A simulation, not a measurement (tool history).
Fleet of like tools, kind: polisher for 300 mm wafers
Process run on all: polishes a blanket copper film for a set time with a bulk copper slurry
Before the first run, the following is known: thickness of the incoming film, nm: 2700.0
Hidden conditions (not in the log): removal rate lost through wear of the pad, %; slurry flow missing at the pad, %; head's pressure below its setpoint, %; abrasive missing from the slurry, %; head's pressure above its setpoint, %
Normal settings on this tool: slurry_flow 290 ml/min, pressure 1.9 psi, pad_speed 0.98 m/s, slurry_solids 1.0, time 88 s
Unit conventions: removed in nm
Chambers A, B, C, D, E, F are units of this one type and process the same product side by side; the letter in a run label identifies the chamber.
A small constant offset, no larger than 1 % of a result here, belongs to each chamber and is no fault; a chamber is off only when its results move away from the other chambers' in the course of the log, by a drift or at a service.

run	hour	slurry_flow	pressure	pad_speed	slurry_solids	time	wafers polished on this pad	hours since the slurry nozzle was cleaned	hours since the head pressure was calibrated	hours since the slurry blender was calibrated	removed
# hour 1.5: chamber C: worn pad replaced by a new one
# hour 7.0: chamber F: slurry blender recalibrated
1B	8.7	290	1.9	0.98	1.0	88	757	37.0	228.6	199.5	513.69
2F	15.7	290	1.9	0.98	1.0	88	190	188.2	628.9	8.8	521.21
# hour 19.6: chamber D: slurry blender recalibrated
3A	21.6	290	1.9	0.98	1.0	88	1224	570.4	57.8	275.6	525.29
# hour 23.9: chamber A: worn pad replaced by a new one
# hour 29.2: chamber E: worn pad replaced by a new one
# hour 30.0: chamber D: worn pad replaced by a new one
4E	30.3	290	1.9	0.98	1.0	88	13	192.8	626.1	103.8	516.27
# hour 34.6: chamber B: worn pad replaced by a new one
5D	38.9	290	1.9	0.98	1.0	88	106	303.1	243.5	19.4	522.45
6C	46.0	290	1.9	0.98	1.0	88	531	227.7	537.5	53.3	527.35
7A	52.6	290	1.9	0.98	1.0	88	342	601.4	88.8	306.6	516.48
8B	57.9	290	1.9	0.98	1.0	88	278	86.2	277.8	248.7	508.84
9F	63.4	290	1.9	0.98	1.0	88	759	235.9	676.6	56.5	517.26
10C	72.1	290	1.9	0.98	1.0	88	842	253.8	563.6	79.4	523.65
# hour 72.2: chamber F: worn pad replaced by a new one
11E	77.4	290	1.9	0.98	1.0	88	575	239.9	673.2	150.9	513.32
12D	84.8	290	1.9	0.98	1.0	88	653	349.0	289.4	65.3	520.07
# hour 90.4: chamber E: worn pad replaced by a new one
13C	93.7	290	1.9	0.98	1.0	88	1100	275.4	585.2	101.0	526.40
# hour 94.4: chamber D: worn pad replaced by a new one
# hour 97.6: chamber C: head pressure recalibrated
14E	99.8	290	1.9	0.98	1.0	88	113	262.3	695.6	173.3	521.89
# hour 106.9: chamber C: slurry nozzle cleaned
15F	108.5	290	1.9	0.98	1.0	88	434	281.0	721.7	101.6	529.97
16A	116.7	290	1.9	1.10	0.8	88	1106	665.5	152.9	370.7	557.92
# hour 119.4: chamber C: worn pad replaced by a new one
# hour 119.6: chamber A: worn pad replaced by a new one
# hour 123.6: chamber B: worn pad replaced by a new one
17B	124.4	290	1.9	1.10	0.8	88	10	152.7	344.3	315.2	563.91
# hour 124.5: chamber F: slurry nozzle cleaned
18D	131.6	290	1.9	1.10	0.8	88	444	395.8	336.2	112.1	569.13
19D	138.8	290	1.9	1.10	0.8	88	530	403.0	343.4	119.3	551.20
# hour 141.6: chamber F: worn pad replaced by a new one
20C	143.0	290	1.9	1.10	0.8	88	281	36.2	45.5	150.3	613.04
21F	150.4	290	1.9	1.10	0.8	88	105	26.0	763.6	143.5	563.67
# hour 157.0: chamber D: slurry nozzle cleaned
# hour 157.7: chamber A: slurry blender recalibrated
22A	158.1	290	1.9	0.98	1.0	106	460	706.9	194.3	0.5	628.29
# hour 158.6: chamber C: slurry blender recalibrated
# hour 162.2: chamber B: slurry blender recalibrated
23E	162.5	290	1.9	0.98	1.0	106	860	325.0	758.3	236.0	631.88
# hour 165.5: chamber E: worn pad replaced by a new one
# hour 165.7: chamber D: worn pad replaced by a new one
24B	166.5	290	1.9	0.98	1.0	106	512	194.8	386.4	4.4	629.35
25C	170.6	290	1.9	0.98	1.0	106	611	63.8	73.1	12.1	688.68
26A	176.2	290	1.9	0.98	1.0	106	676	725.0	212.4	18.6	625.98
# hour 180.5: chamber B: slurry nozzle cleaned
27E	181.0	290	1.9	0.98	1.0	106	185	343.5	776.8	254.5	625.62
28F	186.8	290	1.9	0.98	1.0	88	539	62.4	800.0	179.9	519.56
29B	192.2	290	1.9	0.98	1.0	88	818	11.7	412.1	30.1	523.44
# hour 194.1: chamber E: head pressure recalibrated
# hour 194.2: chamber B: worn pad replaced by a new one
# hour 197.3: chamber A: slurry nozzle cleaned
30D	198.5	290	1.9	0.98	1.0	88	391	41.5	403.1	179.0	528.00
31D	205.2	290	1.9	0.98	1.0	88	471	48.2	409.8	185.7	519.85
# hour 208.9: chamber D: slurry blender recalibrated
32B	211.5	290	1.9	0.98	1.0	88	206	31.0	431.4	49.4	511.65
# hour 215.6: chamber F: worn pad replaced by a new one
# hour 217.9: chamber A: worn pad replaced by a new one
33F	220.5	290	1.9	1.18	1.0	115	59	96.1	833.7	213.6	820.14
# hour 222.0: chamber C: worn pad replaced by a new one
34A	228.9	290	1.9	1.18	1.0	115	131	31.6	265.1	71.3	805.13
# hour 231.4: chamber E: worn pad replaced by a new one
35C	237.3	290	1.9	1.18	1.0	115	183	130.5	139.8	78.8	884.61
# hour 240.9: chamber D: worn pad replaced by a new one
36E	243.6	290	1.9	1.18	1.0	115	146	406.1	49.5	317.1	827.60
37E	248.0	290	1.9	1.18	1.0	115	199	410.5	53.9	321.5	824.50
38B	255.6	290	1.9	1.18	1.0	115	732	75.1	475.5	93.5	809.01
39D	259.9	290	1.9	0.98	1.0	88	226	102.9	464.5	51.1	526.37
40F	266.7	290	1.9	0.98	1.0	88	610	142.3	879.9	259.8	522.92
41A	273.8	290	1.9	0.76	0.8	88	667	76.5	310.0	116.2	391.23
42C	281.9	290	1.9	0.76	0.8	88	715	175.1	184.4	123.4	423.71
43C	290.1	290	1.9	0.76	0.8	88	813	183.3	192.6	131.6	426.75
44A	295.6	290	1.9	0.76	0.8	88	927	98.3	331.8	138.0	378.48

What goes on in this fleet: one chamber off, a drifting gauge, or nothing beyond the chambers' own small offsets? Name the chamber and the cause, if any.

After it was serviced, chamber C no longer matches the other chambers.
What lies behind it: head's pressure above its setpoint, % = 8.81.

Here are 4 candidates for chamber C's next run, each the usual settings with a change, their results left as question marks. Which one brings its results back in line with what the others give on the usual settings?
To be in line, a result may differ from the other chambers' mean on the usual settings by at most: removed 17.00 nm
45C-1	302.0	290	1.9	1.02	1.0	92					?
45C-2	302.0	290	1.9	1.02	1.0	88					?
45C-3	302.0	290	1.9	0.94	1.0	88					?
45C-4	302.0	290	1.8	0.96	1.0	85					?

The other chambers' mean on the usual settings: removed 519.23 nm
run	removed
45C-1	616.80
45C-2	589.98
45C-3	544.25
45C-4	508.69
45C-4 brings the chamber back in line.
